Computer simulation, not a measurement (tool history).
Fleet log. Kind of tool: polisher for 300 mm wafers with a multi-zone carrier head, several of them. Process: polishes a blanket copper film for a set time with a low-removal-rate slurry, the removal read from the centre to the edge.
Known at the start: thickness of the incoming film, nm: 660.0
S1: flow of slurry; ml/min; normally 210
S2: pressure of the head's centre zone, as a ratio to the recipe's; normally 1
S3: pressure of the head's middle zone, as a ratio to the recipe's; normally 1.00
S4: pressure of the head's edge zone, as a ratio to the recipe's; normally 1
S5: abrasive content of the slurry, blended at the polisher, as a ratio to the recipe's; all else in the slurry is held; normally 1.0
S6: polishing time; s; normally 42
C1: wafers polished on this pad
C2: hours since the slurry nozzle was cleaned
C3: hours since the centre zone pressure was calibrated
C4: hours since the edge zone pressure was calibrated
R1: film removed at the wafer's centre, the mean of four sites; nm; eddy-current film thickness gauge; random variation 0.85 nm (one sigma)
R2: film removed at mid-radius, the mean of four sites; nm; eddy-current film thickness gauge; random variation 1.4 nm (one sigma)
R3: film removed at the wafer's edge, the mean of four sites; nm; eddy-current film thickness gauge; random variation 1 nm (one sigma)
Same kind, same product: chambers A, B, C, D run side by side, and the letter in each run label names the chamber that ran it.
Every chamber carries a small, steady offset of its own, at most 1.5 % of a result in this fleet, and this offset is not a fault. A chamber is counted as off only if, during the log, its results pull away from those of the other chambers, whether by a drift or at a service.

run   hour   S1  S2    S3  S4   S5  S6    C1     C2     C3     C4       R1       R2       R3
 1A    3.6  210   1  1.00   1  1.0  42   287  171.1   44.0  293.5  108.120  108.450  109.420
       5.8  -- chamber B: centre zone pressure recalibrated
 2B    6.2  210   1  1.00   1  1.0  42   114   94.1    0.5  783.5  109.850  106.720  109.280
 3C    8.8  210   1  1.00   1  1.0  42   145   39.0  368.4  713.7  110.430  106.720  107.670
 4D   12.4  210   1  1.00   1  1.0  42   355  181.0  335.4  653.8  108.650  110.150  108.460
 5D   16.5  210   1  1.00   1  1.0  42   387  185.1  339.5  657.9  107.940  109.350  107.940
 6B   19.3  210   1  1.00   1  1.0  42   214  107.2   13.6  796.6  108.940  106.600  108.830
 7A   23.5  210   1  1.00   1  1.0  42   439  191.0   63.9  313.4  108.030  109.070  108.440
 8C   27.1  210   1  1.00   1  1.0  42   285   57.3  386.7  732.0  109.410  108.850  108.070
 9B   29.5  210   1  1.00   1  1.0  42   292  117.4   23.8  806.8  107.690  107.050  109.090
10D   32.8  210   1  1.00   1  1.0  42   511  201.4  355.8  674.2  108.720  110.140  108.720
11C   36.3  210   1  1.00   1  1.0  42   355   66.5  395.9  741.2  110.080  107.070  109.700
12A   41.2  210   1  1.00   1  1.0  42   574  208.7   81.6  331.1  106.950  107.040  108.110
13A   46.0  210   1  1.00   1  1.0  42   611  213.5   86.4  335.9  107.480  107.670  108.240
14C   50.2  210   1  1.00   1  1.0  42   461   80.4  409.8  755.1  110.110  108.590  109.580
15B   54.7  210   1  1.00   1  1.0  42   484  142.6   49.0  832.0  109.060  106.290  108.100
      55.5  -- chamber A: worn pad replaced by a new one
16D   58.4  210   1  1.00   1  1.0  42   707  227.0  381.4  699.8  107.270  108.060  107.350
17B   63.2  210   1  1.00   1  1.0  42   549  151.1   57.5  840.5  108.590  109.500  109.150
18C   66.6  210   1  1.00   1  1.0  27   587   96.8  426.2  771.5   70.800   69.196   70.450
19D   70.6  210   1  1.00   1  1.0  27   800  239.2  393.6  712.0   68.196   68.445   67.096
20A   72.8  210   1  1.00   1  1.0  27   132  240.3  113.2  362.7   69.370   68.956   69.835
21C   77.5  210   1  1.00   1  1.0  27   670  107.7  437.1  782.4   71.655   70.154   69.980
      80.4  -- chamber C: edge zone pressure recalibrated
22D   80.5  210   1  1.00   1  1.0  42   876  249.1  403.5  721.9  105.520  106.900  104.900
23B   83.8  210   1  1.00   1  1.0  42   707  171.7   78.1  861.1  107.370  108.250  109.090
24A   86.4  210   1  1.00   1  1.2  42   236  253.9  126.8  376.3  112.830  111.640  111.160
25C   89.1  210   1  1.00   1  1.2  42   758  119.3  448.7    8.8  113.930  111.220  113.470
26D   91.8  210   1  1.00   1  1.2  42   962  260.4  414.8  733.2  109.090  108.230  106.750
27B   95.6  210   1  1.00   1  1.2  42   797  183.5   89.9  872.9  112.940  111.580  112.950
28A  100.1  210   1  1.00   1  1.0  42   340  267.6  140.5  390.0  107.100  109.320  109.580
29D  103.5  210   1  1.00   1  1.0  42  1052  272.1  426.5  744.9  103.520  104.440  104.500
30B  106.1  210   1  1.12   1  1.0  42   877  194.0  100.4  883.4  108.220  120.080  108.820
     107.0  -- chamber B: worn pad replaced by a new one
     108.8  -- chamber C: worn pad replaced by a new one
31A  110.7  210   1  1.12   1  1.0  42   421  278.2  151.1  400.6  107.850  120.790  106.470
32C  113.4  210   1  1.12   1  1.0  42    35  143.6  473.0   33.1  110.080  118.180  108.940
33A  115.9  210   1  1.12   1  1.0  42   461  283.4  156.3  405.8  107.280  119.520  107.180
34D  118.5  210   1  1.00   1  1.0  42  1166  287.1  441.5  759.9  102.900   99.978  102.020
35C  122.3  210   1  1.00   1  1.0  42   103  152.5  481.9   42.0  110.030  105.730  107.480
36B  126.3  210   1  1.00   1  1.0  42   148  214.2  120.6  903.6  108.410  108.280  108.960
     129.0  -- chamber A: worn pad replaced by a new one
37A  130.0  210   1  1.00   1  1.0  42     8  297.5  170.4  419.9  107.840  106.750  108.420

Does one chamber stand apart from the rest, does the shared gauge drift, or is all well apart from small per-chamber offsets? Give the chamber and the most likely cause, where there is one.

It is chamber D that slowly wanders off from its peers.
What lies behind it: removal rate lost through wear of the pad, % = 6.91.
The log may not tell that from: slurry flow missing at the pad, %.

Here are 4 candidates for chamber D's next run, each the usual settings with a change, their results left as question marks. Which one brings its results back in line with what the others give on the usual settings?
To be in line, a result may differ from the other chambers' mean on the usual settings by at most: R1 3.000 nm; R2 4.800 nm; R3 3.600 nm
38D-1  133.6  210   1  1.00  1.00  1.0  43                   ?   ?   ?
38D-2  133.6  210   1  0.99  1.01  1.0  45                   ?   ?   ?
38D-3  133.6  210   1  1.01  0.99  1.0  39                   ?   ?   ?
38D-4  133.6  210   1  1.00  1.00  1.0  41                   ?   ?   ?

Other chambers, usual settings, mean: R1 109.000 nm; R2 108.110 nm; R3 108.870 nm
  run       R1       R2       R3
38D-1  103.780  103.820  102.790
38D-2  108.590  107.630  108.150
38D-3   94.130   95.039   92.730
38D-4   98.950   98.989   98.011
With 38D-2, the chamber falls back in line with the rest.

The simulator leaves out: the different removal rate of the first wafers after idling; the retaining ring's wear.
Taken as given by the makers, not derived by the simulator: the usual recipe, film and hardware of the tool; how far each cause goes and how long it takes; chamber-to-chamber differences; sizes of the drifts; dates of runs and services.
